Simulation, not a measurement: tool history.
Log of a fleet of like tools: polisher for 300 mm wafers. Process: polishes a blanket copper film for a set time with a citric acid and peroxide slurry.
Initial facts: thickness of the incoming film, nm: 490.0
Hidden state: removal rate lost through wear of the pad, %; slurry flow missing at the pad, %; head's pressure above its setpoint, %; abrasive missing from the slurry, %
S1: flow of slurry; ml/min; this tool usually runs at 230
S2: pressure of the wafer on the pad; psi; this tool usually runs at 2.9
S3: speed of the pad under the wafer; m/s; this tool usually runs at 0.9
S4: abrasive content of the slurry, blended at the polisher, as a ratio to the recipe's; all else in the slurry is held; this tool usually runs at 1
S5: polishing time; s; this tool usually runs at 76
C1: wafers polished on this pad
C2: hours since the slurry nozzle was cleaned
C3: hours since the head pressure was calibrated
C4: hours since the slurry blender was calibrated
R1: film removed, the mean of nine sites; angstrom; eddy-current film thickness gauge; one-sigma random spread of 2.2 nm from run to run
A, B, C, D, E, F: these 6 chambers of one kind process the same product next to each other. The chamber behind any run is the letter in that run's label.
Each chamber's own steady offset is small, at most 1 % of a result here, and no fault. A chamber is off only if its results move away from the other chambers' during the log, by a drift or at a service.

run   hour   S1   S2    S3    S4  S5    C1     C2      C3     C4      R1
 1E    4.5  230  2.9   0.9     1  76  1110    108   995.7  159.6  1462.9
       4.8  -- chamber C: worn pad replaced by a new one
       5.1  -- chamber C: slurry blender recalibrated
 2B   10.5  230  2.9   0.9     1  76   737  266.2   205.2   52.8    1459
      17.7  -- chamber D: worn pad replaced by a new one
 3C     19  230  2.9   0.9     1  76   112  568.4   536.5   13.9  1489.2
 4F   25.9  230  2.9   0.9     1  76   839  259.2  1140.8  231.7  1492.3
 5D   36.1  230  2.9   0.9     1  76   145   71.1   271.4  290.4  1445.3
 6A   41.1  230  2.9   0.9     1  76   660  515.9   294.7  189.7  1444.5
        46  -- chamber E: worn pad replaced by a new one
        48  -- chamber B: worn pad replaced by a new one
 7D   48.3  230  2.9   0.9     1  76   241   83.3   283.6  302.6  1453.2
      51.9  -- chamber E: head pressure recalibrated
 8C   54.2  230  2.9   0.9     1  76   389  603.6   571.7   49.1  1467.1
      59.5  -- chamber F: worn pad replaced by a new one
      60.1  -- chamber A: worn pad replaced by a new one
 9F   62.8  230  2.9   0.9     1  76    26  296.1  1177.7  268.6  1458.2
10B   68.3  230  2.9   0.9     1  76   159    324     263  110.6  1461.6
      69.7  -- chamber F: slurry nozzle cleaned
11A   75.7  230  2.9   0.9     1  76   123  550.5   329.3  224.3  1440.1
      76.1  -- chamber F: head pressure recalibrated
12E   82.9  230  2.9   0.9     1  76   291  186.4      31    238  1484.3
      84.4  -- chamber A: slurry blender recalibrated
13A   90.5  230  2.9   0.9     1  76   239  565.3   344.1    6.2    1460
14E   96.3  230  2.9   0.9     1  76   396  199.8    44.4  251.4  1441.5
15D  101.7  230  2.9   0.9     1  76   661  136.7     337    356  1473.1
16B  106.6  230  2.9   0.7  1.15  76   461  362.3   301.3  148.9  1193.9
     111.3  -- chamber B: slurry nozzle cleaned
17C  116.4  230  2.9   0.7  1.15  76   878  665.8   633.9  111.3  1179.3
     116.7  -- chamber C: worn pad replaced by a new one
18F    124  230  2.9   0.7  1.15  76   508   54.4      48  329.8  1202.1
19B  134.1  230  2.9   0.7  1.15  76   677   22.9   328.8  176.4  1193.5
20E  141.4  230  2.9   0.7  1.15  76   751  244.9    89.5  296.5  1170.5
       147  -- chamber D: worn pad replaced by a new one
21A  147.3  230  2.9   0.7  1.15  76   686  622.1   400.9     63  1169.5
     147.6  -- chamber A: worn pad replaced by a new one
       155  -- chamber F: slurry blender recalibrated
22F  155.4  230  2.9   0.9     1  76   755   85.8    79.4    0.4  1431.6
     160.7  -- chamber D: slurry blender recalibrated
23C  161.5  230  2.9   0.9     1  76   352  710.9     679  156.4  1456.3
24D  167.3  230  2.9   0.9     1  76   159  202.3   402.6    6.7  1491.3
     174.4  -- chamber B: worn pad replaced by a new one
25F  176.6  230  2.9   0.9     1  76   922    107   100.6   21.6  1493.4
       180  -- chamber E: slurry blender recalibrated
26D  186.8  230  2.9  0.66     1  76   313  221.8   422.1   26.2  1090.4
     187.5  -- chamber F: worn pad replaced by a new one
     189.7  -- chamber C: head pressure recalibrated
27E  195.8  230  2.9  0.66     1  76  1179  299.3   143.9   15.9  1078.4
28C  200.9  230  2.9  0.66     1  76   662  750.3    11.3  195.8  1103.9
29A  209.7  230  2.9  0.66     1  76   489  684.5   463.3  125.4  1052.6
     214.6  -- chamber C: slurry nozzle cleaned
30B  215.5  230  2.9  0.66     1  76   323  104.3   410.2  257.8  1072.4
     222.7  -- chamber A: head pressure recalibrated
31B  223.4  230  2.9  0.66     1  76   385  112.2   418.1  265.7  1091.3
32A  232.7  230  2.9   0.9     1  76   670  707.5      10  148.4  1481.4
     234.1  -- chamber E: worn pad replaced by a new one
33C  240.9  230  2.9   0.9     1  76   977   26.3    51.3  235.8  1465.6
34D  246.2  230  2.9   0.9     1  76   781  281.2   481.5   85.6  1412.5
       252  -- chamber A: worn pad replaced by a new one
35E    252  160  2.9   0.9     1  88   141  355.5   200.1   72.1  1608.8
     254.1  -- chamber C: worn pad replaced by a new one
36F  256.9  160  2.9   0.9     1  88   546  187.3   180.9  101.9  1607.6
37B  265.3  160  2.9   0.9     1  88   715  154.1     460  307.6  1559.2
     269.7  -- chamber D: worn pad replaced by a new one
38C  271.2  160  2.9   0.9     1  88   134   56.6    81.6  266.1  1601.2
39F  281.4  160  2.9   0.9     1  88   739  211.8   205.4  126.4  1599.1
40E  287.8  160  2.9   0.9     1  88   423  391.3   235.9  107.9  1577.9
     288.3  -- chamber B: head pressure recalibrated
41A  296.8  165  2.9   0.9     1  76   353  771.6    74.1  212.5  1405.1
42D  304.6  165  2.9   0.9     1  76   274  339.6   539.9    144  1427.5
43A  311.8  165  2.9   0.9     1  76   471  786.6    89.1  227.5  1396.3
44B  317.6  165  2.9   0.9     1  76  1127  206.4    29.4  359.9  1391.4

All chambers now run identical settings, listed one chamber a line with results as question marks. What results will each chamber show?
45A  324.9  230  2.9  0.9   1  89                   ?
45B  324.9  230  2.9  0.9   1  89                   ?
45C  324.9  230  2.9  0.9   1  89                   ?
45D  324.9  230  2.9  0.9   1  89                   ?
45E  324.9  230  2.9  0.9   1  89                   ?
45F  324.9  230  2.9  0.9   1  89                   ?

run      R1
45A  1679.4
45B  1704.4
45C    1672
45D  1737.1
45E  1700.5
45F  1737.1
